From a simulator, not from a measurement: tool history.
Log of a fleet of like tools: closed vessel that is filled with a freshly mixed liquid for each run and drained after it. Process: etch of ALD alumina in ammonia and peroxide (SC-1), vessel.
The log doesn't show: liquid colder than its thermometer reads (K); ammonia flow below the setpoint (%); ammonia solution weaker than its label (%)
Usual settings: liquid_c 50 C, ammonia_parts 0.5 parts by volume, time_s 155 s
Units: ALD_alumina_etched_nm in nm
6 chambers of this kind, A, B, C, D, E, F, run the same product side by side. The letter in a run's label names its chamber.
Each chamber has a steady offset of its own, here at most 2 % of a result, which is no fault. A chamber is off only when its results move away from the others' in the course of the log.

run   hour  liquid_c  ammonia_parts  time_s  hours since the thermometer was replaced  hours since the ammonia flow meter was replaced  hours since the drum of ammonia solution was connected  read-back film thickness of the ALD alumina reference wafer, read on the same gauge (nm)  ALD_alumina_etched_nm
       0.3  -- chamber A: new drum of ammonia solution connected
 1A      7        50            0.5     155                                     356.9                                            224.7                                                     6.8                                                                                    80.022                  7.434
 2E   14.7        50            0.5     155                                     128.4                                            392.4                                                   442.7                                                                                    79.972                 7.2935
 3B   26.7        50            0.5     155                                     239.5                                            630.5                                                   768.5                                                                                    80.027                 7.3141
 4C   32.5        50            0.5     155                                     858.2                                           1464.3                                                    69.4                                                                                    79.992                 7.3009
 5D   42.3        50            0.5     155                                    1758.9                                            701.8                                                   719.7                                                                                    79.986                 7.2525
      45.9  -- chamber B: new drum of ammonia solution connected
        48  -- chamber E: new drum of ammonia solution connected
 6F     48        50            0.5     205                                    1162.6                                             1123                                                   269.7                                                                                    79.993                 9.6524
 7F   57.1        50            0.5     205                                    1171.7                                           1132.1                                                   278.8                                                                                    80.007                  9.672
 8C   66.5        50            0.5     205                                     892.2                                           1498.3                                                   103.4                                                                                    80.077                 9.6372
 9B   77.8        50            0.5     205                                     290.6                                            681.6                                                      32                                                                                    80.039                 9.6915
      78.9  -- chamber C: ammonia flow meter replaced
10D     84        50            0.5     205                                    1800.6                                            743.5                                                   761.4                                                                                     80.01                 9.5814
11E   95.2        50            0.5     205                                     208.9                                            472.9                                                    47.2                                                                                    79.974                 9.6207
12A  106.4        50            0.5     230                                     456.3                                            324.1                                                   106.2                                                                                    80.021                 11.051
13E  118.6        50            0.5     230                                     232.3                                            496.3                                                    70.6                                                                                    79.956                  10.82
14D  124.7        50            0.5     230                                    1841.3                                            784.2                                                   802.1                                                                                     80.04                 10.751
15B  132.5        50            0.5     230                                     345.3                                            736.3                                                    86.7                                                                                    79.979                 10.862
16A    144        50            0.5     230                                     493.9                                            361.7                                                   143.8                                                                                    79.971                 11.033
17C  150.4        50            0.5     230                                     976.1                                             71.5                                                   187.3                                                                                    79.993                 10.789
18F  158.7        50            0.5     155                                    1273.3                                           1233.7                                                   380.4                                                                                    80.005                 7.3272
19D  164.6        50            0.5     155                                    1881.2                                            824.1                                                     842                                                                                    79.986                 7.2036
20B  173.6        50            0.5     155                                     386.4                                            777.4                                                   127.8                                                                                    80.015                 7.3148
21F  179.2        50            0.5     155                                    1293.8                                           1254.2                                                   400.9                                                                                    80.013                 7.3561
22A  191.8        50            0.5     155                                     541.7                                            409.5                                                   191.6                                                                                    79.997                 7.4458
23C  198.2        50            0.5     155                                    1023.9                                            119.3                                                   235.1                                                                                    79.966                 7.2754
24E    211        50            0.5     155                                     324.7                                            588.7                                                     163                                                                                    80.035                 7.2782
25E  221.5        55            0.5     155                                     335.2                                            599.2                                                   173.5                                                                                    80.029                 9.5698
26A  230.2        55            0.5     155                                     580.1                                            447.9                                                     230                                                                                     80.05                 9.6404
27B    240        55            0.5     155                                     452.8                                            843.8                                                   194.2                                                                                    80.021                 9.6802
28C  250.2        55            0.5     155                                    1075.9                                            171.3                                                   287.1                                                                                    80.009                 9.5099
     254.1  -- chamber A: ammonia flow meter replaced
29F  262.4        55            0.5     155                                      1377                                           1337.4                                                   484.1                                                                                    80.034                  9.568
30D  273.7        55            0.5     155                                    1990.3                                            933.2                                                   951.1                                                                                    79.997                 9.2931
31B  284.1        50            0.5     155                                     496.9                                            887.9                                                   238.3                                                                                    80.024                 7.2879
32F  290.5        50            0.5     155                                    1405.1                                           1365.5                                                   512.2                                                                                    80.001                 7.3482
33E  303.4        50            0.5     155                                     417.1                                            681.1                                                   255.4                                                                                    80.053                 7.3159
34C  309.4        50            0.5     155                                    1135.1                                            230.5                                                   346.3                                                                                    80.021                 7.2764
     315.1  -- chamber D: ammonia flow meter replaced
35A  321.1      41.5           0.35     155                                       671                                             67.1                                                   320.9                                                                                    79.986                  4.473
36D    327      41.5           0.35     155                                    2043.6                                             11.9                                                  1004.4                                                                                    80.029                  4.256
37A  335.5      41.5           0.35     155                                     685.4                                             81.5                                                   335.3                                                                                     79.95                 4.4895
38C  342.4      41.5           0.35     155                                    1168.1                                            263.5                                                   379.3                                                                                     80.03                 4.3382
39B  351.3      41.5           0.35     155                                     564.1                                            955.1                                                   305.5                                                                                     80.01                 4.3301

All 6 chambers run these settings next. Forecast each chamber's results:
40A  360.6        50            0.5     155                                                                                                                                                                                                                                                                   ?
40B  360.6        50            0.5     155                                                                                                                                                                                                                                                                   ?
40C  360.6        50            0.5     155                                                                                                                                                                                                                                                                   ?
40D  360.6        50            0.5     155                                                                                                                                                                                                                                                                   ?
40E  360.6        50            0.5     155                                                                                                                                                                                                                                                                   ?
40F  360.6        50            0.5     155                                                                                                                                                                                                                                                                   ?

run  ALD_alumina_etched_nm
40A                  7.432
40B                 7.2754
40C                  7.252
40D                 7.0701
40E                 7.3137
40F                 7.3108
